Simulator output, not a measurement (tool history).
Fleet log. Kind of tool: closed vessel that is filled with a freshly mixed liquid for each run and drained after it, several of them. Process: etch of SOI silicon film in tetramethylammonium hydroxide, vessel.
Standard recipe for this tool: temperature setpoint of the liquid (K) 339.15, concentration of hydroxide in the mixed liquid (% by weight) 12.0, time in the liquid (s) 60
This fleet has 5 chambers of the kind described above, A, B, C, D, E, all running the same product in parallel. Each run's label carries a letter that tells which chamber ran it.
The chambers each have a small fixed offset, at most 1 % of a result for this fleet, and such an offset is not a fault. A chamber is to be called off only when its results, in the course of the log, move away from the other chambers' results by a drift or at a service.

run,day,temperature setpoint of the liquid (K),concentration of hydroxide in the mixed liquid (% by weight),time in the liquid (s),hours since the thermometer was replaced,hours since the hydroxide flow meter was replaced,"read-back film thickness of the SOI silicon film reference wafer, read on the same gauge (nm)",thickness taken off the SOI silicon film on a monitor wafer (nm)
1D,0.254,339.15,12.0,60,509.7,484.4,60.000,314.78
# day 0.550: chamber E: hydroxide flow meter replaced
2C,0.754,339.15,12.0,60,155.5,2226.1,60.010,315.02
3B,1.142,339.15,12.0,60,1441.1,581.1,59.985,314.81
4E,1.575,339.15,12.0,60,520.2,24.6,60.004,307.36
5A,2.038,339.15,12.0,60,1317.2,511.2,60.017,312.18
6C,2.450,339.15,12.0,60,196.2,2266.8,59.985,310.72
# day 2.733: chamber C: hydroxide flow meter replaced
7B,2.958,339.15,12.0,60,1484.7,624.7,60.009,313.17
8E,3.450,339.15,12.0,60,565.2,69.6,59.999,313.20
9D,3.833,339.15,12.0,60,595.6,570.3,60.025,307.30
# day 4.050: chamber B: thermometer replaced
10A,4.412,339.15,12.0,60,1374.2,568.2,60.008,310.17
11B,4.896,339.15,12.0,60,20.3,671.2,60.041,311.03
12E,5.188,339.15,12.0,60,606.9,111.3,60.008,312.16
13D,5.458,339.15,12.0,60,634.6,609.3,60.011,312.04
14A,5.825,339.15,12.0,60,1408.1,602.1,59.966,315.48
15C,6.358,339.15,12.0,60,290.0,87.1,59.991,320.80
16A,6.908,339.15,12.0,60,1434.1,628.1,60.033,315.98
17D,7.217,339.15,12.0,60,676.8,651.5,60.011,313.68
18B,7.638,339.15,14.5,30,86.1,737.0,59.999,141.63
19E,8.167,339.15,14.5,30,678.4,182.8,60.009,142.32
20C,8.542,339.15,14.5,30,342.4,139.5,59.988,154.25
# day 8.821: chamber A: thermometer replaced
21D,9.079,339.15,14.5,30,721.5,696.2,59.989,142.98
22A,9.358,339.15,14.5,30,12.9,686.9,59.994,144.77
23B,9.650,339.15,12.0,60,134.4,785.3,60.018,311.58
24E,9.925,339.15,12.0,60,720.6,225.0,60.001,308.04
25C,10.321,339.15,12.0,60,385.1,182.2,60.010,343.45
26D,10.754,339.15,12.0,60,761.7,736.4,60.008,306.92
27B,11.133,339.15,12.0,60,170.0,820.9,59.983,315.17
28A,11.633,339.15,12.0,60,67.5,741.5,59.997,316.11
29E,12.154,339.15,12.0,60,774.1,278.5,60.003,313.52
30C,12.596,339.15,12.0,60,439.7,236.8,59.980,348.25

Next, every chamber runs the same settings. What will each give?
31A,13.004,339.15,12.0,60,,,,?
31B,13.004,339.15,12.0,60,,,,?
31C,13.004,339.15,12.0,60,,,,?
31D,13.004,339.15,12.0,60,,,,?
31E,13.004,339.15,12.0,60,,,,?

run,thickness taken off the SOI silicon film on a monitor wafer (nm)
31A,314.42
31B,311.59
31C,354.33
31D,310.25
31E,315.12
